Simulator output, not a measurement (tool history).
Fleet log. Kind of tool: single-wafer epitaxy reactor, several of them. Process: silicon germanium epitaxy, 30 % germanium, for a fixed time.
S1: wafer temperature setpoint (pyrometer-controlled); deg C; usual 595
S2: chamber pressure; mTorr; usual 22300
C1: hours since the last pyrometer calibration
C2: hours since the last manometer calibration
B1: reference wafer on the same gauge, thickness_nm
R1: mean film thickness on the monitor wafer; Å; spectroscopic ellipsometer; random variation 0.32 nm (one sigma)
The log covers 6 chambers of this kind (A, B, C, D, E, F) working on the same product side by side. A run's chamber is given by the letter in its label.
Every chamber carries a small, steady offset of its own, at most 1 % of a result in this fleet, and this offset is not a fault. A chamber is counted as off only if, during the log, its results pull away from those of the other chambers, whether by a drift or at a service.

| run | day | S1 | S2 | C1 | C2 | B1 | R1 |
|---|---|---|---|---|---|---|---|
| 1C | 0.338 | 595 | 22300 | 85.2 | 2316.0 | 55.352 | 560.04 |
| 2A | 0.596 | 595 | 22300 | 1796.6 | 146.0 | 55.423 | 558.90 |
| 3E | 0.912 | 595 | 22300 | 307.5 | 249.7 | 55.375 | 569.40 |
| 4B | 1.183 | 595 | 22300 | 404.6 | 539.2 | 55.369 | 558.03 |
| 5D | 1.425 | 595 | 22300 | 343.2 | 653.3 | 55.425 | 567.16 |
| 6F | 1.617 | 586 | 24700 | 386.2 | 1773.4 | 55.362 | 490.96 |
| 7A | 1.954 | 586 | 24700 | 1829.2 | 178.6 | 55.396 | 491.67 |
| 8B | 2.154 | 586 | 24700 | 427.9 | 562.5 | 55.421 | 493.60 |
| 9E | 2.317 | 586 | 24700 | 341.2 | 283.4 | 55.404 | 496.84 |
| 10D | 2.662 | 586 | 24700 | 372.9 | 683.0 | 55.378 | 498.93 |
| 11F | 2.879 | 586 | 24700 | 416.5 | 1803.7 | 55.356 | 491.55 |
| 12C | 3.138 | 595 | 22300 | 152.4 | 2383.2 | 55.417 | 557.30 |
| 13A | 3.454 | 607 | 18700 | 1865.2 | 214.6 | 55.367 | 653.43 |
| 14D | 3.750 | 607 | 18700 | 399.0 | 709.1 | 55.417 | 654.30 |
| 15E | 3.958 | 607 | 18700 | 380.6 | 322.8 | 55.377 | 656.99 |
| 16C | 4.258 | 607 | 18700 | 179.3 | 2410.1 | 55.343 | 653.56 |
| 17B | 4.608 | 607 | 18700 | 486.8 | 621.4 | 55.343 | 642.99 |
|  | 4.692 | chamber F: capacitance manometer re-zeroed and calibrated |
| 18F | 4.912 | 607 | 18700 | 465.3 | 5.3 | 55.350 | 648.78 |
| 19E | 5.242 | 595 | 22300 | 411.4 | 353.6 | 55.467 | 564.62 |
| 20C | 5.479 | 595 | 22300 | 208.6 | 2439.4 | 55.311 | 557.57 |
| 21B | 5.654 | 595 | 22300 | 511.9 | 646.5 | 55.337 | 566.50 |
| 22A | 5.908 | 595 | 22300 | 1924.1 | 273.5 | 55.453 | 557.57 |
| 23D | 6.204 | 595 | 22300 | 457.9 | 768.0 | 55.377 | 566.10 |
| 24F | 6.362 | 604 | 22300 | 500.1 | 40.1 | 55.446 | 661.92 |
| 25F | 6.558 | 604 | 22300 | 504.8 | 44.8 | 55.356 | 662.82 |
| 26B | 6.846 | 604 | 22300 | 540.5 | 675.1 | 55.401 | 661.11 |
| 27E | 7.017 | 604 | 22300 | 454.0 | 396.2 | 55.486 | 662.35 |
| 28D | 7.204 | 604 | 22300 | 481.9 | 792.0 | 55.457 | 667.85 |
| 29A | 7.429 | 604 | 22300 | 1960.6 | 310.0 | 55.407 | 659.47 |
| 30C | 7.671 | 585 | 22300 | 261.2 | 2492.0 | 55.342 | 464.95 |
| 31B | 7.925 | 585 | 22300 | 566.4 | 701.0 | 55.476 | 464.39 |
| 32D | 8.200 | 585 | 22300 | 505.8 | 815.9 | 55.432 | 472.24 |
| 33E | 8.458 | 585 | 22300 | 488.6 | 430.8 | 55.353 | 469.48 |
| 34F | 8.700 | 585 | 22300 | 556.2 | 96.2 | 55.413 | 466.40 |
| 35A | 8.975 | 585 | 22300 | 1997.7 | 347.1 | 55.383 | 460.55 |
| 36C | 9.229 | 595 | 22300 | 298.6 | 2529.4 | 55.333 | 555.09 |
| 37E | 9.396 | 595 | 22300 | 511.1 | 453.3 | 55.380 | 563.31 |
| 38D | 9.704 | 595 | 22300 | 541.9 | 852.0 | 55.387 | 570.85 |
| 39A | 10.017 | 595 | 22300 | 2022.7 | 372.1 | 55.413 | 557.43 |
| 40C | 10.283 | 595 | 22300 | 323.9 | 2554.7 | 55.433 | 562.46 |
| 41F | 10.442 | 595 | 22300 | 598.0 | 138.0 | 55.452 | 566.97 |

Each of the 6 chambers runs these same settings next. Fill in every chamber's results:
| 42A | 10.692 | 588 | 22300 |  |  |  | ? |
| 42B | 10.692 | 588 | 22300 |  |  |  | ? |
| 42C | 10.692 | 588 | 22300 |  |  |  | ? |
| 42D | 10.692 | 588 | 22300 |  |  |  | ? |
| 42E | 10.692 | 588 | 22300 |  |  |  | ? |
| 42F | 10.692 | 588 | 22300 |  |  |  | ? |

| run | R1 |
|---|---|
| 42A | 494.55 |
| 42B | 488.33 |
| 42C | 485.65 |
| 42D | 501.16 |
| 42E | 494.52 |
| 42F | 498.47 |
